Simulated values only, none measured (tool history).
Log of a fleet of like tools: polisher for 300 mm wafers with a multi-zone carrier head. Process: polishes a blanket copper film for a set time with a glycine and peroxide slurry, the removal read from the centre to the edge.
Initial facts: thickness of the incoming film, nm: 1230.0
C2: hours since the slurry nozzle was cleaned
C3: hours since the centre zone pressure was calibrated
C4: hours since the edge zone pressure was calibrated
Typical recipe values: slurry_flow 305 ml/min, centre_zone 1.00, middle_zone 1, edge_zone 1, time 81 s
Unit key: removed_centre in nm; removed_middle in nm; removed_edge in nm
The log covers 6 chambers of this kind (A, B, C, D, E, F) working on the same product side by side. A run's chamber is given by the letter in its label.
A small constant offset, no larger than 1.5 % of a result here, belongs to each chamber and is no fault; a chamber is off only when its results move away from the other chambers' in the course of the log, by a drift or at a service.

{"run": "1D", "hour": 8.6, "slurry_flow": 305, "centre_zone": 1.0, "middle_zone": 1, "edge_zone": 1, "time": 81, "wafers polished on this pad": 937, "C2": 105.4, "C3": 371.5, "C4": 1145.1, "removed_centre": 411.34, "removed_middle": 413.62, "removed_edge": 411.77}
{"hour": 14.4, "done": "chamber A: worn pad replaced by a new one"}
{"hour": 15.3, "done": "chamber D: edge zone pressure recalibrated"}
{"run": "2C", "hour": 15.8, "slurry_flow": 305, "centre_zone": 1.0, "middle_zone": 1, "edge_zone": 1, "time": 81, "wafers polished on this pad": 388, "C2": 160.4, "C3": 238.6, "C4": 505.9, "removed_centre": 403.88, "removed_middle": 409.76, "removed_edge": 409.82}
{"hour": 20.5, "done": "chamber E: edge zone pressure recalibrated"}
{"run": "3A", "hour": 25.0, "slurry_flow": 305, "centre_zone": 1.0, "middle_zone": 1, "edge_zone": 1, "time": 81, "wafers polished on this pad": 150, "C2": 162.7, "C3": 923.1, "C4": 673.8, "removed_centre": 402.21, "removed_middle": 412.34, "removed_edge": 406.7}
{"hour": 33.8, "done": "chamber D: worn pad replaced by a new one"}
{"run": "4F", "hour": 38.1, "slurry_flow": 305, "centre_zone": 1.0, "middle_zone": 1, "edge_zone": 1, "time": 81, "wafers polished on this pad": 889, "C2": 296.3, "C3": 533.3, "C4": 1136.7, "removed_centre": 399.03, "removed_middle": 407.02, "removed_edge": 409.13}
{"hour": 44.7, "done": "chamber F: worn pad replaced by a new one"}
{"run": "5B", "hour": 44.9, "slurry_flow": 305, "centre_zone": 1.0, "middle_zone": 1, "edge_zone": 1, "time": 81, "wafers polished on this pad": 1194, "C2": 252.5, "C3": 93.9, "C4": 164.0, "removed_centre": 401.15, "removed_middle": 399.03, "removed_edge": 405.12}
{"hour": 54.1, "done": "chamber B: worn pad replaced by a new one"}
{"run": "6E", "hour": 57.7, "slurry_flow": 305, "centre_zone": 1.0, "middle_zone": 1, "edge_zone": 1, "time": 81, "wafers polished on this pad": 911, "C2": 595.8, "C3": 60.5, "C4": 37.3, "removed_centre": 399.55, "removed_middle": 394.11, "removed_edge": 408.75}
{"hour": 58.4, "done": "chamber C: worn pad replaced by a new one"}
{"hour": 66.6, "done": "chamber E: worn pad replaced by a new one"}
{"run": "7F", "hour": 70.2, "slurry_flow": 305, "centre_zone": 1.0, "middle_zone": 1, "edge_zone": 1, "time": 81, "wafers polished on this pad": 362, "C2": 328.4, "C3": 565.4, "C4": 1168.8, "removed_centre": 409.46, "removed_middle": 399.14, "removed_edge": 412.25}
{"run": "8C", "hour": 81.7, "slurry_flow": 305, "centre_zone": 1.0, "middle_zone": 1, "edge_zone": 1, "time": 81, "wafers polished on this pad": 330, "C2": 226.3, "C3": 304.5, "C4": 571.8, "removed_centre": 410.55, "removed_middle": 407.65, "removed_edge": 408.63}
{"hour": 87.1, "done": "chamber B: slurry nozzle cleaned"}
{"hour": 92.6, "done": "chamber A: worn pad replaced by a new one"}
{"run": "9D", "hour": 93.3, "slurry_flow": 305, "centre_zone": 1.0, "middle_zone": 1, "edge_zone": 1, "time": 81, "wafers polished on this pad": 842, "C2": 190.1, "C3": 456.2, "C4": 78.1, "removed_centre": 410.47, "removed_middle": 413.73, "removed_edge": 410.78}
{"run": "10B", "hour": 100.5, "slurry_flow": 305, "centre_zone": 1.0, "middle_zone": 1, "edge_zone": 1, "time": 81, "wafers polished on this pad": 657, "C2": 13.4, "C3": 149.5, "C4": 219.6, "removed_centre": 407.13, "removed_middle": 406.05, "removed_edge": 403.78}
{"run": "11A", "hour": 108.2, "slurry_flow": 305, "centre_zone": 1.0, "middle_zone": 1, "edge_zone": 1, "time": 81, "wafers polished on this pad": 221, "C2": 245.9, "C3": 1006.3, "C4": 757.0, "removed_centre": 396.72, "removed_middle": 403.68, "removed_edge": 407.95}
{"run": "12E", "hour": 118.3, "slurry_flow": 305, "centre_zone": 1.0, "middle_zone": 1, "edge_zone": 1, "time": 81, "wafers polished on this pad": 731, "C2": 656.4, "C3": 121.1, "C4": 97.9, "removed_centre": 411.02, "removed_middle": 404.15, "removed_edge": 403.67}
{"hour": 122.8, "done": "chamber F: worn pad replaced by a new one"}
{"hour": 127.3, "done": "chamber C: worn pad replaced by a new one"}
{"hour": 131.0, "done": "chamber D: worn pad replaced by a new one"}
{"run": "13B", "hour": 132.3, "slurry_flow": 210, "centre_zone": 0.94, "middle_zone": 1, "edge_zone": 1, "time": 81, "wafers polished on this pad": 1107, "C2": 45.2, "C3": 181.3, "C4": 251.4, "removed_centre": 362.04, "removed_middle": 384.29, "removed_edge": 392.42}
{"hour": 140.0, "done": "chamber E: worn pad replaced by a new one"}
{"hour": 143.3, "done": "chamber A: centre zone pressure recalibrated"}
{"run": "14D", "hour": 145.1, "slurry_flow": 210, "centre_zone": 0.94, "middle_zone": 1, "edge_zone": 1, "time": 81, "wafers polished on this pad": 200, "C2": 241.9, "C3": 508.0, "C4": 129.9, "removed_centre": 368.61, "removed_middle": 396.03, "removed_edge": 392.43}
{"hour": 157.8, "done": "chamber B: worn pad replaced by a new one"}
{"run": "15A", "hour": 160.2, "slurry_flow": 210, "centre_zone": 0.94, "middle_zone": 1, "edge_zone": 1, "time": 81, "wafers polished on this pad": 957, "C2": 297.9, "C3": 16.9, "C4": 809.0, "removed_centre": 357.46, "removed_middle": 391.55, "removed_edge": 388.65}
{"run": "16C", "hour": 166.9, "slurry_flow": 210, "centre_zone": 0.94, "middle_zone": 1, "edge_zone": 1, "time": 81, "wafers polished on this pad": 561, "C2": 311.5, "C3": 389.7, "C4": 657.0, "removed_centre": 361.15, "removed_middle": 390.64, "removed_edge": 389.05}
{"run": "17F", "hour": 178.8, "slurry_flow": 210, "centre_zone": 0.94, "middle_zone": 1, "edge_zone": 1, "time": 81, "wafers polished on this pad": 793, "C2": 437.0, "C3": 674.0, "C4": 1277.4, "removed_centre": 359.18, "removed_middle": 389.4, "removed_edge": 391.82}
{"hour": 180.1, "done": "chamber A: worn pad replaced by a new one"}
{"hour": 188.7, "done": "chamber F: edge zone pressure recalibrated"}
{"run": "18E", "hour": 191.5, "slurry_flow": 210, "centre_zone": 0.94, "middle_zone": 1, "edge_zone": 1, "time": 81, "wafers polished on this pad": 730, "C2": 729.6, "C3": 194.3, "C4": 171.1, "removed_centre": 365.12, "removed_middle": 388.41, "removed_edge": 393.79}
{"hour": 195.0, "done": "chamber C: worn pad replaced by a new one"}
{"run": "19B", "hour": 199.2, "slurry_flow": 305, "centre_zone": 1.0, "middle_zone": 1, "edge_zone": 1, "time": 81, "wafers polished on this pad": 586, "C2": 112.1, "C3": 248.2, "C4": 318.3, "removed_centre": 404.48, "removed_middle": 406.8, "removed_edge": 391.88}
{"hour": 202.3, "done": "chamber C: centre zone pressure recalibrated"}
{"run": "20F", "hour": 208.8, "slurry_flow": 305, "centre_zone": 1.0, "middle_zone": 1, "edge_zone": 1, "time": 81, "wafers polished on this pad": 1218, "C2": 467.0, "C3": 704.0, "C4": 20.2, "removed_centre": 404.35, "removed_middle": 403.76, "removed_edge": 411.41}
{"hour": 209.7, "done": "chamber F: worn pad replaced by a new one"}
{"run": "21D", "hour": 215.9, "slurry_flow": 305, "centre_zone": 1.0, "middle_zone": 1, "edge_zone": 1, "time": 81, "wafers polished on this pad": 1203, "C2": 312.7, "C3": 578.8, "C4": 200.7, "removed_centre": 409.73, "removed_middle": 418.42, "removed_edge": 405.72}
{"hour": 225.9, "done": "chamber E: worn pad replaced by a new one"}
{"run": "22C", "hour": 227.3, "slurry_flow": 305, "centre_zone": 1.0, "middle_zone": 1, "edge_zone": 1, "time": 81, "wafers polished on this pad": 457, "C2": 371.9, "C3": 25.1, "C4": 717.4, "removed_centre": 428.48, "removed_middle": 395.3, "removed_edge": 408.38}
{"hour": 232.9, "done": "chamber D: worn pad replaced by a new one"}
{"run": "23E", "hour": 238.3, "slurry_flow": 305, "centre_zone": 1.0, "middle_zone": 1, "edge_zone": 1, "time": 81, "wafers polished on this pad": 175, "C2": 776.4, "C3": 241.1, "C4": 217.9, "removed_centre": 410.21, "removed_middle": 412.14, "removed_edge": 409.1}
{"run": "24A", "hour": 247.5, "slurry_flow": 305, "centre_zone": 1.0, "middle_zone": 1, "edge_zone": 1, "time": 81, "wafers polished on this pad": 954, "C2": 385.2, "C3": 104.2, "C4": 896.3, "removed_centre": 401.52, "removed_middle": 405.4, "removed_edge": 403.52}
{"hour": 260.0, "done": "chamber B: worn pad replaced by a new one"}
{"run": "25B", "hour": 260.6, "slurry_flow": 305, "centre_zone": 1.0, "middle_zone": 1, "edge_zone": 1, "time": 81, "wafers polished on this pad": 9, "C2": 173.5, "C3": 309.6, "C4": 379.7, "removed_centre": 401.5, "removed_middle": 402.07, "removed_edge": 406.07}
{"hour": 261.3, "done": "chamber C: worn pad replaced by a new one"}
{"run": "26C", "hour": 267.6, "slurry_flow": 305, "centre_zone": 1.0, "middle_zone": 1, "edge_zone": 1, "time": 81, "wafers polished on this pad": 89, "C2": 412.2, "C3": 65.4, "C4": 757.7, "removed_centre": 431.08, "removed_middle": 396.41, "removed_edge": 403.13}
{"hour": 269.1, "done": "chamber A: worn pad replaced by a new one"}
{"run": "27E", "hour": 276.2, "slurry_flow": 305, "centre_zone": 1.0, "middle_zone": 1, "edge_zone": 1, "time": 81, "wafers polished on this pad": 712, "C2": 814.3, "C3": 279.0, "C4": 255.8, "removed_centre": 411.26, "removed_middle": 408.51, "removed_edge": 411.7}
{"hour": 278.8, "done": "chamber B: edge zone pressure recalibrated"}
{"hour": 280.0, "done": "chamber F: worn pad replaced by a new one"}
{"hour": 281.4, "done": "chamber D: slurry nozzle cleaned"}
{"run": "28A", "hour": 289.0, "slurry_flow": 305, "centre_zone": 1.0, "middle_zone": 1, "edge_zone": 1, "time": 81, "wafers polished on this pad": 281, "C2": 426.7, "C3": 145.7, "C4": 937.8, "removed_centre": 395.83, "removed_middle": 402.0, "removed_edge": 405.85}
{"run": "29D", "hour": 297.9, "slurry_flow": 305, "centre_zone": 1.0, "middle_zone": 1, "edge_zone": 1, "time": 81, "wafers polished on this pad": 920, "C2": 16.6, "C3": 660.8, "C4": 282.7, "removed_centre": 410.97, "removed_middle": 413.12, "removed_edge": 412.33}
{"hour": 300.8, "done": "chamber D: centre zone pressure recalibrated"}
{"run": "30F", "hour": 306.0, "slurry_flow": 305, "centre_zone": 1.0, "middle_zone": 1, "edge_zone": 1, "time": 81, "wafers polished on this pad": 368, "C2": 564.2, "C3": 801.2, "C4": 117.4, "removed_centre": 408.16, "removed_middle": 402.93, "removed_edge": 397.01}
{"hour": 310.1, "done": "chamber E: worn pad replaced by a new one"}
{"run": "31F", "hour": 318.6, "slurry_flow": 305, "centre_zone": 1.0, "middle_zone": 1, "edge_zone": 1, "time": 81, "wafers polished on this pad": 546, "C2": 576.8, "C3": 813.8, "C4": 130.0, "removed_centre": 408.33, "removed_middle": 399.94, "removed_edge": 414.28}
{"run": "32E", "hour": 328.3, "slurry_flow": 305, "centre_zone": 1.0, "middle_zone": 1, "edge_zone": 1, "time": 81, "wafers polished on this pad": 258, "C2": 866.4, "C3": 331.1, "C4": 307.9, "removed_centre": 411.01, "removed_middle": 400.72, "removed_edge": 401.27}
{"hour": 337.8, "done": "chamber D: worn pad replaced by a new one"}
{"run": "33A", "hour": 338.3, "slurry_flow": 305, "centre_zone": 1.06, "middle_zone": 1, "edge_zone": 1, "time": 81, "wafers polished on this pad": 979, "C2": 476.0, "C3": 195.0, "C4": 987.1, "removed_centre": 432.25, "removed_middle": 394.86, "removed_edge": 404.28}
{"hour": 343.6, "done": "chamber F: slurry nozzle cleaned"}
{"hour": 348.2, "done": "chamber C: worn pad replaced by a new one"}
{"hour": 349.5, "done": "chamber B: worn pad replaced by a new one"}
{"run": "34B", "hour": 351.8, "slurry_flow": 305, "centre_zone": 1.06, "middle_zone": 1, "edge_zone": 1, "time": 81, "wafers polished on this pad": 33, "C2": 264.7, "C3": 400.8, "C4": 73.1, "removed_centre": 424.54, "removed_middle": 405.74, "removed_edge": 406.45}
{"hour": 356.8, "done": "chamber F: worn pad replaced by a new one"}
{"hour": 361.3, "done": "chamber A: worn pad replaced by a new one"}
{"run": "35C", "hour": 361.3, "slurry_flow": 305, "centre_zone": 1.06, "middle_zone": 1, "edge_zone": 1, "time": 81, "wafers polished on this pad": 185, "C2": 505.9, "C3": 159.1, "C4": 851.4, "removed_centre": 459.23, "removed_middle": 404.22, "removed_edge": 404.43}
{"run": "36D", "hour": 369.7, "slurry_flow": 305, "centre_zone": 1.06, "middle_zone": 1, "edge_zone": 1, "time": 81, "wafers polished on this pad": 452, "C2": 88.4, "C3": 68.9, "C4": 354.5, "removed_centre": 433.74, "removed_middle": 412.66, "removed_edge": 397.99}
{"run": "37A", "hour": 381.3, "slurry_flow": 305, "centre_zone": 1.06, "middle_zone": 1, "edge_zone": 1, "time": 81, "wafers polished on this pad": 284, "C2": 519.0, "C3": 238.0, "C4": 1030.1, "removed_centre": 429.46, "removed_middle": 401.05, "removed_edge": 414.72}
{"run": "38F", "hour": 388.8, "slurry_flow": 305, "centre_zone": 1.06, "middle_zone": 1, "edge_zone": 1, "time": 81, "wafers polished on this pad": 454, "C2": 45.2, "C3": 884.0, "C4": 200.2, "removed_centre": 434.56, "removed_middle": 393.51, "removed_edge": 411.34}

Next, every chamber runs the same settings. What will each give?
{"run": "39A", "hour": 399.8, "slurry_flow": 305, "centre_zone": 1.0, "middle_zone": 1, "edge_zone": 1, "time": 81, "removed_centre": "?", "removed_middle": "?", "removed_edge": "?"}
{"run": "39B", "hour": 399.8, "slurry_flow": 305, "centre_zone": 1.0, "middle_zone": 1, "edge_zone": 1, "time": 81, "removed_centre": "?", "removed_middle": "?", "removed_edge": "?"}
{"run": "39C", "hour": 399.8, "slurry_flow": 305, "centre_zone": 1.0, "middle_zone": 1, "edge_zone": 1, "time": 81, "removed_centre": "?", "removed_middle": "?", "removed_edge": "?"}
{"run": "39D", "hour": 399.8, "slurry_flow": 305, "centre_zone": 1.0, "middle_zone": 1, "edge_zone": 1, "time": 81, "removed_centre": "?", "removed_middle": "?", "removed_edge": "?"}
{"run": "39E", "hour": 399.8, "slurry_flow": 305, "centre_zone": 1.0, "middle_zone": 1, "edge_zone": 1, "time": 81, "removed_centre": "?", "removed_middle": "?", "removed_edge": "?"}
{"run": "39F", "hour": 399.8, "slurry_flow": 305, "centre_zone": 1.0, "middle_zone": 1, "edge_zone": 1, "time": 81, "removed_centre": "?", "removed_middle": "?", "removed_edge": "?"}

run=39A removed_centre=402.81 removed_middle=403.97 removed_edge=407.68
run=39B removed_centre=397.55 removed_middle=397.49 removed_edge=399.99
run=39C removed_centre=420.53 removed_middle=406.30 removed_edge=399.67
run=39D removed_centre=403.60 removed_middle=410.47 removed_edge=407.72
run=39E removed_centre=409.74 removed_middle=409.81 removed_edge=400.33
run=39F removed_centre=409.99 removed_middle=412.95 removed_edge=403.00
